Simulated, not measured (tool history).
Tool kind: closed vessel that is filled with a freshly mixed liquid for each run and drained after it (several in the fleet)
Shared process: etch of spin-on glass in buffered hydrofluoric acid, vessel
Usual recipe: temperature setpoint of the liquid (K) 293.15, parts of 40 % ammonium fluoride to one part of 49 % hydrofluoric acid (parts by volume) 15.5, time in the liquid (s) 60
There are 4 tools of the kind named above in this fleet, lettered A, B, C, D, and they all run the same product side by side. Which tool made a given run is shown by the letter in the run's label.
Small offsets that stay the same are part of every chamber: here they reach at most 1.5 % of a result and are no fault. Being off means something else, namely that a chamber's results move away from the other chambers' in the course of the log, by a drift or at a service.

run,hour,temperature setpoint of the liquid (K),parts of 40 % ammonium fluoride to one part of 49 % hydrofluoric acid (parts by volume),time in the liquid (s),hours since the thermometer was replaced,hours since the hydrofluoric acid flow meter was replaced,"read-back film thickness of the spin-on glass reference wafer, read on the same gauge (nm)",thickness taken off the spin-on glass on a monitor wafer (nm)
1D,10.8,293.15,15.5,60,872.3,1164.2,129.96,103.56
2A,16.2,293.15,15.5,60,1033.2,578.5,129.99,106.39
3C,27.0,293.15,15.5,60,209.4,1054.8,129.97,104.03
4B,37.3,293.15,15.5,60,919.9,193.5,129.99,103.40
5C,42.5,293.15,15.5,60,224.9,1070.3,130.01,103.49
6A,53.7,293.15,15.5,60,1070.7,616.0,130.00,106.18
7B,65.4,293.15,15.5,60,948.0,221.6,130.01,103.69
8D,76.2,297.65,12.0,60,937.7,1229.6,129.99,173.07
9D,84.4,297.65,12.0,60,945.9,1237.8,129.99,173.80
10B,95.2,297.65,12.0,60,977.8,251.4,130.02,171.27
11C,103.8,297.65,12.0,60,286.2,1131.6,130.03,170.80
# hour 109.0: chamber D: thermometer replaced
12A,111.1,291.15,11.0,60,1128.1,673.4,130.01,133.57
13B,121.9,291.15,11.0,60,1004.5,278.1,130.01,129.03
14D,131.0,291.15,11.0,60,22.0,1284.4,130.00,130.70
15A,142.5,291.15,11.0,60,1159.5,704.8,130.00,133.14
16C,149.3,293.15,15.5,60,331.7,1177.1,129.99,102.70
17D,156.1,293.15,15.5,60,47.1,1309.5,130.01,104.39
18B,161.7,293.15,15.5,60,1044.3,317.9,130.03,103.90
19C,170.1,293.15,15.5,60,352.5,1197.9,130.02,102.48
20A,176.6,293.15,15.5,60,1193.6,738.9,130.02,105.43
21B,184.1,293.15,15.5,60,1066.7,340.3,130.02,104.16
22C,192.2,293.15,15.5,60,374.6,1220.0,130.04,103.08
23D,201.2,293.15,15.5,60,92.2,1354.6,130.01,103.76
24A,212.1,293.15,15.5,85,1229.1,774.4,130.00,149.06
25B,220.5,293.15,15.5,85,1103.1,376.7,129.97,148.45
26D,228.8,293.15,15.5,85,119.8,1382.2,130.00,147.15
27A,234.9,293.15,15.5,85,1251.9,797.2,130.03,148.05
28C,241.9,298.15,20.5,60,424.3,1269.7,129.99,104.93
# hour 243.4: chamber A: hydrofluoric acid flow meter replaced
29B,253.0,298.15,20.5,60,1135.6,409.2,129.95,105.07
30D,262.9,298.15,20.5,60,153.9,1416.3,130.02,105.71
31C,269.0,298.15,20.5,60,451.4,1296.8,129.98,104.75
32A,278.4,293.15,15.5,60,1295.4,35.0,130.00,103.49
# hour 285.9: chamber B: thermometer replaced
33B,286.8,293.15,15.5,60,0.9,443.0,130.00,104.38
34D,292.8,293.15,15.5,60,183.8,1446.2,130.02,104.67
35A,301.4,293.15,15.5,60,1318.4,58.0,129.99,102.25
36C,307.4,293.15,15.5,60,489.8,1335.2,129.97,103.63
37B,318.8,293.15,15.5,60,32.9,475.0,130.01,103.94
38D,327.8,293.15,15.5,60,218.8,1481.2,129.98,104.23
39C,334.7,293.15,15.5,60,517.1,1362.5,130.01,103.85
40A,343.3,293.15,15.5,60,1360.3,99.9,130.01,101.06
41D,349.2,293.15,15.5,60,240.2,1502.6,129.98,103.44
42B,360.7,293.15,15.5,60,74.8,516.9,129.99,103.94
43C,366.0,293.15,15.5,60,548.4,1393.8,130.05,103.17

Has any chamber moved away from the others, gradually or after a service, or does the common gauge drift, or do the chambers differ only by their own small steady offsets? State the chamber and the most likely cause if one applies.

Chamber A drifts away from the others.
Most likely cause: liquid colder than its thermometer reads (K) = 0.854.

Here are 4 candidates for chamber A's next run, each the usual settings with a change, their results left as question marks. Which one brings its results back in line with what the others give on the usual settings?
Maximum distance from the other chambers' mean on the usual settings for a result to count as in line: thickness taken off the spin-on glass on a monitor wafer (nm) 1.700
44A-1,374.6,292.65,16.0,60,,,,?
44A-2,374.6,293.15,15.0,60,,,,?
44A-3,374.6,294.15,15.5,60,,,,?
44A-4,374.6,293.15,16.0,60,,,,?

Other chambers, usual settings, mean: thickness taken off the spin-on glass on a monitor wafer (nm) 104.030
run,thickness taken off the spin-on glass on a monitor wafer (nm)
44A-1,94.858
44A-2,104.140
44A-3,106.610
44A-4,97.631
44A-2 puts the chamber back in line with the other chambers.
